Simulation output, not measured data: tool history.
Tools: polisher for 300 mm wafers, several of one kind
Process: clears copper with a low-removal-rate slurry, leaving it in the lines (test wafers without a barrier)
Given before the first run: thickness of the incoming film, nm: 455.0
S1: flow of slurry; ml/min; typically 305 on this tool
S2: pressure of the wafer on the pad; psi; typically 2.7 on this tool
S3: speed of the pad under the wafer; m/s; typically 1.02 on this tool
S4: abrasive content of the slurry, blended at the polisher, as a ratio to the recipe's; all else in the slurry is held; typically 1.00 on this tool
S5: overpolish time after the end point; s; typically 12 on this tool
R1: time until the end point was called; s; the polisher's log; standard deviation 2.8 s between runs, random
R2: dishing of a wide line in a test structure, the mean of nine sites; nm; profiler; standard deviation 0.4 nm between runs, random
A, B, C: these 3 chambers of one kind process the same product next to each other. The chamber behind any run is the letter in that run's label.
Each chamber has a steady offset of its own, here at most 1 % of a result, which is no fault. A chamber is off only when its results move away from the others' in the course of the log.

run,hour,S1,S2,S3,S4,S5,R1,R2
1B,5.4,305,2.7,1.02,1.00,12,139.02,29.025
2A,13.4,305,2.7,1.02,1.00,12,142.60,28.564
3C,17.1,305,2.7,1.02,1.00,12,143.77,29.929
4A,22.5,305,2.7,1.02,1.00,12,142.70,28.352
# hour 23.8: chamber B: worn pad replaced by a new one
5B,27.6,305,2.7,1.02,1.00,12,144.74,28.960
6C,31.5,305,2.7,1.02,1.00,12,140.07,28.110
7C,37.2,305,1.8,1.02,1.00,12,201.09,19.650
8A,43.6,305,1.8,1.02,1.00,12,205.76,19.401
# hour 51.0: chamber A: slurry blender recalibrated
9B,51.3,305,1.8,1.02,1.00,12,209.07,19.463
# hour 56.7: chamber C: slurry blender recalibrated
10B,59.3,305,2.7,1.02,1.00,12,141.95,29.281
11A,64.5,305,2.7,1.28,0.85,12,116.67,34.153
12C,68.1,305,2.7,1.28,0.85,12,117.70,34.256
13A,73.7,305,2.7,1.28,0.85,12,115.26,33.342
14C,80.8,305,2.7,1.02,1.00,12,141.74,28.579
15B,88.4,305,3.5,1.02,1.00,12,108.01,36.534
16A,96.4,305,3.5,1.02,1.00,12,108.94,35.544
# hour 97.0: chamber C: worn pad replaced by a new one
17B,104.3,305,3.5,1.02,1.00,12,105.55,36.547
# hour 106.3: chamber A: worn pad replaced by a new one
18C,108.6,400,2.7,1.02,1.25,12,131.69,30.998
19B,114.5,400,2.7,1.02,1.25,12,131.84,30.277
20C,120.0,400,2.7,1.02,1.25,12,128.25,31.432
# hour 120.5: chamber B: worn pad replaced by a new one
21A,127.2,305,2.7,1.02,1.00,12,143.89,28.474
22B,133.1,305,2.7,1.02,1.00,12,136.52,28.061
23C,138.8,305,2.7,1.02,1.00,12,140.21,29.830
24A,144.3,305,2.7,1.02,1.00,12,144.17,29.401
25B,148.0,305,2.7,1.02,1.00,14,135.28,32.254
26A,155.3,305,2.7,1.02,1.00,14,136.65,32.167
27C,160.8,305,2.7,1.02,1.00,14,138.80,33.196
# hour 163.7: chamber A: slurry nozzle cleaned
28C,168.4,305,2.7,1.02,1.00,12,141.24,29.684
29A,175.6,305,2.7,1.02,1.00,12,136.50,28.420

Predict what each chamber gives when all 3 of them run the settings below next.
30A,181.5,305,2.7,1.02,1.00,12,?,?
30B,181.5,305,2.7,1.02,1.00,12,?,?
30C,181.5,305,2.7,1.02,1.00,12,?,?

run,R1,R2
30A,138.66,27.992
30B,139.56,28.587
30C,134.29,29.305
